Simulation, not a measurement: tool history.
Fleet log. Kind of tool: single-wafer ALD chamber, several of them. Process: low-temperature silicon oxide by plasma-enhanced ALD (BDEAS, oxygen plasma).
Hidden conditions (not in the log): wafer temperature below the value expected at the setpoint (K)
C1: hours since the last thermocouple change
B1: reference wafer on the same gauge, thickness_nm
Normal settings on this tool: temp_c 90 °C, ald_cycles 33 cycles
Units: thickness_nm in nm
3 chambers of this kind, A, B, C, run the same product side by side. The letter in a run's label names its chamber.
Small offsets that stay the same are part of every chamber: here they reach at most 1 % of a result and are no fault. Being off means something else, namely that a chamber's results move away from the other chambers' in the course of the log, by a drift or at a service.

{"run": "1B", "hour": 11.8, "temp_c": 90, "ald_cycles": 33, "C1": 800, "B1": 4.401, "thickness_nm": 4.8767}
{"run": "2C", "hour": 23.0, "temp_c": 90, "ald_cycles": 33, "C1": 45.2, "B1": 4.4023, "thickness_nm": 4.8741}
{"run": "3A", "hour": 32.6, "temp_c": 90, "ald_cycles": 33, "C1": 90.9, "B1": 4.4002, "thickness_nm": 4.8427}
{"run": "4C", "hour": 40.7, "temp_c": 90, "ald_cycles": 33, "C1": 62.9, "B1": 4.4034, "thickness_nm": 4.8758}
{"run": "5A", "hour": 54.8, "temp_c": 90, "ald_cycles": 33, "C1": 113.1, "B1": 4.4049, "thickness_nm": 4.8498}
{"run": "6B", "hour": 66.6, "temp_c": 90, "ald_cycles": 33, "C1": 854.8, "B1": 4.4031, "thickness_nm": 4.8864}
{"run": "7A", "hour": 82.6, "temp_c": 90, "ald_cycles": 33, "C1": 140.9, "B1": 4.4056, "thickness_nm": 4.8455}
{"run": "8B", "hour": 90.9, "temp_c": 101, "ald_cycles": 31, "C1": 879.1, "B1": 4.4064, "thickness_nm": 4.407}
{"run": "9C", "hour": 106.8, "temp_c": 101, "ald_cycles": 31, "C1": 129, "B1": 4.4085, "thickness_nm": 4.4206}
{"run": "10C", "hour": 120.5, "temp_c": 101, "ald_cycles": 31, "C1": 142.7, "B1": 4.4088, "thickness_nm": 4.4166}
{"run": "11B", "hour": 136.7, "temp_c": 90, "ald_cycles": 33, "C1": 924.9, "B1": 4.4095, "thickness_nm": 4.882}
{"run": "12A", "hour": 152.8, "temp_c": 90, "ald_cycles": 35, "C1": 211.1, "B1": 4.4103, "thickness_nm": 5.1486}
{"run": "13A", "hour": 165.4, "temp_c": 90, "ald_cycles": 35, "C1": 223.7, "B1": 4.4103, "thickness_nm": 5.1389}
{"run": "14B", "hour": 174.9, "temp_c": 90, "ald_cycles": 35, "C1": 963.1, "B1": 4.4127, "thickness_nm": 5.1726}
{"run": "15C", "hour": 184.1, "temp_c": 90, "ald_cycles": 33, "C1": 206.3, "B1": 4.4125, "thickness_nm": 4.8781}
{"run": "16A", "hour": 200.1, "temp_c": 90, "ald_cycles": 33, "C1": 258.4, "B1": 4.4137, "thickness_nm": 4.8461}
{"run": "17C", "hour": 207.1, "temp_c": 90, "ald_cycles": 33, "C1": 229.3, "B1": 4.4123, "thickness_nm": 4.8816}
{"run": "18B", "hour": 221.8, "temp_c": 90, "ald_cycles": 33, "C1": 1010, "B1": 4.4134, "thickness_nm": 4.8813}
{"run": "19C", "hour": 229.2, "temp_c": 90, "ald_cycles": 33, "C1": 251.4, "B1": 4.4153, "thickness_nm": 4.8883}
{"run": "20B", "hour": 245.5, "temp_c": 90, "ald_cycles": 33, "C1": 1033.7, "B1": 4.4168, "thickness_nm": 4.893}
{"run": "21A", "hour": 260.4, "temp_c": 90, "ald_cycles": 33, "C1": 318.7, "B1": 4.4169, "thickness_nm": 4.8618}
{"run": "22A", "hour": 274.3, "temp_c": 90, "ald_cycles": 33, "C1": 332.6, "B1": 4.4184, "thickness_nm": 4.8581}
{"run": "23C", "hour": 284.7, "temp_c": 90, "ald_cycles": 33, "C1": 306.9, "B1": 4.4185, "thickness_nm": 4.8934}
{"run": "24B", "hour": 293.0, "temp_c": 90, "ald_cycles": 33, "C1": 1081.2, "B1": 4.4195, "thickness_nm": 4.8909}
{"run": "25C", "hour": 302.5, "temp_c": 90, "ald_cycles": 33, "C1": 324.7, "B1": 4.42, "thickness_nm": 4.8892}
{"run": "26B", "hour": 315.4, "temp_c": 90, "ald_cycles": 33, "C1": 1103.6, "B1": 4.4219, "thickness_nm": 4.8866}

The same settings go to every chamber for the next run, one line per chamber below. Forecast the results for each:
{"run": "27A", "hour": 327.0, "temp_c": 90, "ald_cycles": 33, "thickness_nm": "?"}
{"run": "27B", "hour": 327.0, "temp_c": 90, "ald_cycles": 33, "thickness_nm": "?"}
{"run": "27C", "hour": 327.0, "temp_c": 90, "ald_cycles": 33, "thickness_nm": "?"}

run=27A thickness_nm=4.8523
run=27B thickness_nm=4.9012
run=27C thickness_nm=4.8991
